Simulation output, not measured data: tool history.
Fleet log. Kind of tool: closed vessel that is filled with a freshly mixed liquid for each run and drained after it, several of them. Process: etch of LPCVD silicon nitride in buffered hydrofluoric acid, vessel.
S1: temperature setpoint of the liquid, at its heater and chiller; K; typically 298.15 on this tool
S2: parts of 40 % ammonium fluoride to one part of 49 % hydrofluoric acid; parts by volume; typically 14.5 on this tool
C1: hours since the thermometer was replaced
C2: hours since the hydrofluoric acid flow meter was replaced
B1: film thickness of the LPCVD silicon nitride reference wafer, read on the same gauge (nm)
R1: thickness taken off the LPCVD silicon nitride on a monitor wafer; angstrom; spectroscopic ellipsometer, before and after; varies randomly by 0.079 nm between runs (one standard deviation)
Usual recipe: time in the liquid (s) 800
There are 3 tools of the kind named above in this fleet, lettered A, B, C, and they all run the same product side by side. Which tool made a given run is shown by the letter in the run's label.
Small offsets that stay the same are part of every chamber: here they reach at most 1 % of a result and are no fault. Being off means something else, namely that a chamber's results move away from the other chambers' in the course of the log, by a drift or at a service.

{"run": "1C", "hour": 8.4, "S1": 298.15, "S2": 14.5, "time in the liquid (s)": 800, "C1": 518.4, "C2": 1194.5, "B1": 150.0, "R1": 89.248}
{"run": "2B", "hour": 21.1, "S1": 298.15, "S2": 14.5, "time in the liquid (s)": 800, "C1": 417.5, "C2": 1303.3, "B1": 150.0, "R1": 91.594}
{"run": "3A", "hour": 33.0, "S1": 298.15, "S2": 14.5, "time in the liquid (s)": 800, "C1": 836.4, "C2": 844.9, "B1": 150.01, "R1": 88.468}
{"run": "4C", "hour": 44.0, "S1": 298.15, "S2": 14.5, "time in the liquid (s)": 800, "C1": 554.0, "C2": 1230.1, "B1": 149.97, "R1": 89.323}
{"run": "5A", "hour": 53.7, "S1": 298.15, "S2": 14.5, "time in the liquid (s)": 800, "C1": 857.1, "C2": 865.6, "B1": 149.96, "R1": 89.93}
{"run": "6B", "hour": 63.0, "S1": 298.15, "S2": 14.5, "time in the liquid (s)": 800, "C1": 459.4, "C2": 1345.2, "B1": 150.01, "R1": 90.333}
{"hour": 72.2, "done": "chamber A: thermometer replaced"}
{"run": "7C", "hour": 74.6, "S1": 298.15, "S2": 14.5, "time in the liquid (s)": 800, "C1": 584.6, "C2": 1260.7, "B1": 149.98, "R1": 87.916}
{"run": "8A", "hour": 83.6, "S1": 298.15, "S2": 14.5, "time in the liquid (s)": 800, "C1": 11.4, "C2": 895.5, "B1": 149.94, "R1": 89.523}
{"run": "9B", "hour": 93.5, "S1": 298.15, "S2": 14.5, "time in the liquid (s)": 800, "C1": 489.9, "C2": 1375.7, "B1": 149.98, "R1": 89.376}
{"run": "10B", "hour": 99.3, "S1": 298.15, "S2": 14.5, "time in the liquid (s)": 800, "C1": 495.7, "C2": 1381.5, "B1": 149.98, "R1": 88.748}
{"run": "11A", "hour": 105.7, "S1": 298.15, "S2": 14.5, "time in the liquid (s)": 800, "C1": 33.5, "C2": 917.6, "B1": 149.93, "R1": 90.673}
{"run": "12C", "hour": 116.7, "S1": 298.15, "S2": 14.5, "time in the liquid (s)": 800, "C1": 626.7, "C2": 1302.8, "B1": 150.08, "R1": 89.53}
{"run": "13C", "hour": 127.5, "S1": 298.15, "S2": 14.5, "time in the liquid (s)": 800, "C1": 637.5, "C2": 1313.6, "B1": 149.99, "R1": 88.855}
{"run": "14B", "hour": 139.3, "S1": 298.15, "S2": 14.5, "time in the liquid (s)": 800, "C1": 535.7, "C2": 1421.5, "B1": 149.97, "R1": 86.005}
{"run": "15A", "hour": 148.9, "S1": 298.15, "S2": 14.5, "time in the liquid (s)": 800, "C1": 76.7, "C2": 960.8, "B1": 150.01, "R1": 89.895}
{"run": "16B", "hour": 154.7, "S1": 298.15, "S2": 14.5, "time in the liquid (s)": 995, "C1": 551.1, "C2": 1436.9, "B1": 150.01, "R1": 106.4}
{"run": "17A", "hour": 165.5, "S1": 298.15, "S2": 14.5, "time in the liquid (s)": 995, "C1": 93.3, "C2": 977.4, "B1": 149.99, "R1": 110.22}
{"run": "18C", "hour": 177.2, "S1": 298.15, "S2": 14.5, "time in the liquid (s)": 995, "C1": 687.2, "C2": 1363.3, "B1": 150.03, "R1": 113.04}
{"run": "19C", "hour": 184.6, "S1": 298.15, "S2": 14.5, "time in the liquid (s)": 800, "C1": 694.6, "C2": 1370.7, "B1": 150.03, "R1": 91.134}
{"run": "20B", "hour": 194.0, "S1": 298.15, "S2": 14.5, "time in the liquid (s)": 800, "C1": 590.4, "C2": 1476.2, "B1": 149.96, "R1": 82.868}
{"run": "21A", "hour": 204.5, "S1": 298.15, "S2": 14.5, "time in the liquid (s)": 800, "C1": 132.3, "C2": 1016.4, "B1": 149.96, "R1": 90.522}

Predict what each chamber gives when all 3 of them run the settings below next.
{"run": "22A", "hour": 213.6, "S1": 298.15, "S2": 14.5, "time in the liquid (s)": 800, "R1": "?"}
{"run": "22B", "hour": 213.6, "S1": 298.15, "S2": 14.5, "time in the liquid (s)": 800, "R1": "?"}
{"run": "22C", "hour": 213.6, "S1": 298.15, "S2": 14.5, "time in the liquid (s)": 800, "R1": "?"}

run=22A R1=91.439
run=22B R1=84.101
run=22C R1=89.113
